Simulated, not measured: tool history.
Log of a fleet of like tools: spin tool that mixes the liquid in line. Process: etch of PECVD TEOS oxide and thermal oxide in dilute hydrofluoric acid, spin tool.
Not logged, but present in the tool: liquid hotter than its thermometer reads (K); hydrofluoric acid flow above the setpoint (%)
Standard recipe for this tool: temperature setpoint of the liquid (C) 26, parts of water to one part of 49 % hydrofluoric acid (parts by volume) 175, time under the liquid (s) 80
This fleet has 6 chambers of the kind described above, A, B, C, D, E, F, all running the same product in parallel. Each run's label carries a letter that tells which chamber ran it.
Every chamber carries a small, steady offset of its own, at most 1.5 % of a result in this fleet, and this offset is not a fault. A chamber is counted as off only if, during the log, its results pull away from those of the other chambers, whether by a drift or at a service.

run   hour  temperature setpoint of the liquid (C)  parts of water to one part of 49 % hydrofluoric acid (parts by volume)  time under the liquid (s)  hours since the thermometer was replaced  hours since the hydrofluoric acid flow meter was replaced  read-back film thickness of the PECVD TEOS oxide reference wafer, read on the same gauge (nm)  read-back film thickness of the thermal oxide reference wafer, read on the same gauge (nm)  thickness taken off the PECVD TEOS oxide on a monitor wafer (angstrom)  thickness taken off the thermal oxide on a monitor wafer (angstrom)
       6.9  -- chamber C: hydrofluoric acid flow meter replaced
 1A    8.1                                      26                                                                     175                         80                                     971.8                                                      112.8                                                                                         119.97                                                                                      130.01                                                                  129.37                                                                20.65
 2E   19.1                                      26                                                                     175                         80                                     935.7                                                      702.6                                                                                         120.02                                                                                      129.99                                                                  131.67                                                               20.976
 3B   27.7                                      26                                                                     175                         80                                      53.3                                                      222.1                                                                                         119.97                                                                                      129.99                                                                  126.56                                                               21.532
 4F   39.4                                      26                                                                     175                         80                                     123.2                                                      159.2                                                                                         119.99                                                                                      129.99                                                                  130.01                                                               21.354
 5C   47.9                                      26                                                                     175                         80                                     667.9                                                       41.1                                                                                         120.01                                                                                      130.01                                                                  129.17                                                               20.446
 6D   58.4                                      26                                                                     175                         80                                    1752.1                                                         89                                                                                         119.98                                                                                      129.99                                                                   129.5                                                               21.454
 7E   68.4                                      26                                                                     175                         80                                       985                                                      751.9                                                                                         120.01                                                                                      130.01                                                                  128.13                                                               21.306
 8D   78.6                                      26                                                                     175                         80                                    1772.3                                                      109.2                                                                                         120.03                                                                                      130.01                                                                  129.48                                                               21.184
 9B     90                                      26                                                                     175                         80                                     115.6                                                      284.4                                                                                         119.99                                                                                         130                                                                  127.96                                                                21.56
10C  100.8                                      26                                                                     175                         80                                     720.8                                                         94                                                                                            120                                                                                      130.01                                                                  129.18                                                               20.664
11A  110.2                                      26                                                                     135                        105                                    1073.9                                                      214.9                                                                                         120.02                                                                                      129.97                                                                  230.86                                                               38.628
12F  117.9                                      26                                                                     135                        105                                     201.7                                                      237.7                                                                                         120.04                                                                                         130                                                                  229.12                                                               37.213
13E  129.2                                      26                                                                     135                        105                                    1045.8                                                      812.7                                                                                         120.01                                                                                      129.98                                                                  234.27                                                                36.66
14F  140.6                                      26                                                                     135                        105                                     224.4                                                      260.4                                                                                         119.98                                                                                         130                                                                  231.97                                                               36.917
15C  153.1                                      26                                                                     135                        105                                     773.1                                                      146.3                                                                                         119.98                                                                                      129.99                                                                  231.45                                                               36.595
16A  160.1                                      26                                                                     135                        105                                    1123.8                                                      264.8                                                                                            120                                                                                      130.03                                                                  233.14                                                               39.035
17D  166.8                                      29                                                                     175                         80                                    1860.5                                                      197.4                                                                                         119.99                                                                                      129.98                                                                  145.25                                                               23.793
18B  179.2                                      29                                                                     175                         80                                     204.8                                                      373.6                                                                                         120.02                                                                                         130                                                                  142.86                                                               23.809
19E  191.6                                      29                                                                     175                         80                                    1108.2                                                      875.1                                                                                            120                                                                                         130                                                                  145.99                                                               23.998
20A    199                                      29                                                                     175                         80                                    1162.7                                                      303.7                                                                                         119.98                                                                                         130                                                                  144.19                                                                23.53
     201.2  -- chamber D: thermometer replaced
21F  210.9                                      29                                                                     175                         80                                     294.7                                                      330.7                                                                                         120.03                                                                                      130.02                                                                  143.33                                                               23.342
22D    219                                      29                                                                     175                         80                                      17.8                                                      249.6                                                                                         120.05                                                                                         130                                                                   141.9                                                               23.118
23C  224.7                                      26                                                                     175                         80                                     844.7                                                      217.9                                                                                         119.99                                                                                      130.01                                                                  127.51                                                                20.54
24B    234                                      26                                                                     175                         80                                     259.6                                                      428.4                                                                                         120.01                                                                                      129.99                                                                  127.79                                                                20.92
25F  244.8                                      26                                                                     175                         80                                     328.6                                                      364.6                                                                                         119.94                                                                                      129.99                                                                  130.93                                                               21.221
26B  255.7                                      26                                                                     175                         80                                     281.3                                                      450.1                                                                                         120.01                                                                                      130.01                                                                  128.13                                                               20.937
27E  261.5                                      26                                                                     175                         80                                    1178.1                                                        945                                                                                            120                                                                                         130                                                                  135.54                                                               22.057
28A  270.8                                      26                                                                     175                         80                                    1234.5                                                      375.5                                                                                         119.99                                                                                         130                                                                  129.42                                                               21.487
29D  282.4                                    21.5                                                                     115                         80                                      81.2                                                        313                                                                                         119.95                                                                                      130.02                                                                  177.56                                                               29.066
30C  292.1                                    21.5                                                                     115                         80                                     912.1                                                      285.3                                                                                         120.03                                                                                      130.01                                                                   174.3                                                               28.334
31A    299                                    21.5                                                                     115                         80                                    1262.7                                                      403.7                                                                                         119.96                                                                                      130.01                                                                  181.31                                                               30.585
32C  307.2                                    21.5                                                                     115                         80                                     927.2                                                      300.4                                                                                         120.03                                                                                      130.01                                                                  174.72                                                               28.341
33E  315.5                                    21.5                                                                     115                         80                                    1232.1                                                        999                                                                                         120.03                                                                                      129.99                                                                  187.08                                                               30.529
34F  322.7                                    21.5                                                                     115                         80                                     406.5                                                      442.5                                                                                            120                                                                                      130.04                                                                  179.09                                                               29.322
35B  332.8                                      26                                                                     175                         80                                     358.4                                                      527.2                                                                                         120.02                                                                                      129.99                                                                  128.47                                                               20.798
36D  340.8                                      24                                                                     175                         80                                     139.6                                                      371.4                                                                                         120.04                                                                                      130.01                                                                   120.5                                                               19.822
37D  348.4                                      24                                                                     175                         80                                     147.2                                                        379                                                                                            120                                                                                         130                                                                  119.17                                                                 19.7
38A    358                                      24                                                                     175                         80                                    1321.7                                                      462.7                                                                                         119.98                                                                                         130                                                                  119.58                                                               19.494
39B  364.2                                      24                                                                     175                         80                                     389.8                                                      558.6                                                                                         120.02                                                                                      129.99                                                                  118.68                                                               19.824
40E  376.7                                      24                                                                     175                         80                                    1293.3                                                     1060.2                                                                                            120                                                                                      130.02                                                                  131.23                                                               20.427
41F  385.9                                      24                                                                     175                         80                                     469.7                                                      505.7                                                                                         119.99                                                                                         130                                                                  120.82                                                               19.919
42C    393                                      26                                                                     120                         80                                      1013                                                      386.2                                                                                         119.99                                                                                      129.99                                                                  199.63                                                               32.371
43E  403.8                                      26                                                                     120                         80                                    1320.4                                                     1087.3                                                                                         119.99                                                                                      129.97                                                                  219.56                                                               36.536
44C  415.7                                      26                                                                     120                         80                                    1035.7                                                      408.9                                                                                         120.03                                                                                      129.99                                                                   198.8                                                               33.123

All chambers now run identical settings, listed one chamber a line with results as question marks. What results will each chamber show?
45A  424.9                                      26                                                                     175                         80                                                                                                                                                                                                                                                                                                                                                                       ?                                                                    ?
45B  424.9                                      26                                                                     175                         80                                                                                                                                                                                                                                                                                                                                                                       ?                                                                    ?
45C  424.9                                      26                                                                     175                         80                                                                                                                                                                                                                                                                                                                                                                       ?                                                                    ?
45D  424.9                                      26                                                                     175                         80                                                                                                                                                                                                                                                                                                                                                                       ?                                                                    ?
45E  424.9                                      26                                                                     175                         80                                                                                                                                                                                                                                                                                                                                                                       ?                                                                    ?
45F  424.9                                      26                                                                     175                         80                                                                                                                                                                                                                                                                                                                                                                       ?                                                                    ?

run  thickness taken off the PECVD TEOS oxide on a monitor wafer (angstrom)  thickness taken off the thermal oxide on a monitor wafer (angstrom)
45A                                                                  129.33                                                               21.791
45B                                                                  128.32                                                                20.99
45C                                                                  129.45                                                               20.938
45D                                                                  128.53                                                               20.708
45E                                                                  142.85                                                               23.108
45F                                                                  130.03                                                               21.162

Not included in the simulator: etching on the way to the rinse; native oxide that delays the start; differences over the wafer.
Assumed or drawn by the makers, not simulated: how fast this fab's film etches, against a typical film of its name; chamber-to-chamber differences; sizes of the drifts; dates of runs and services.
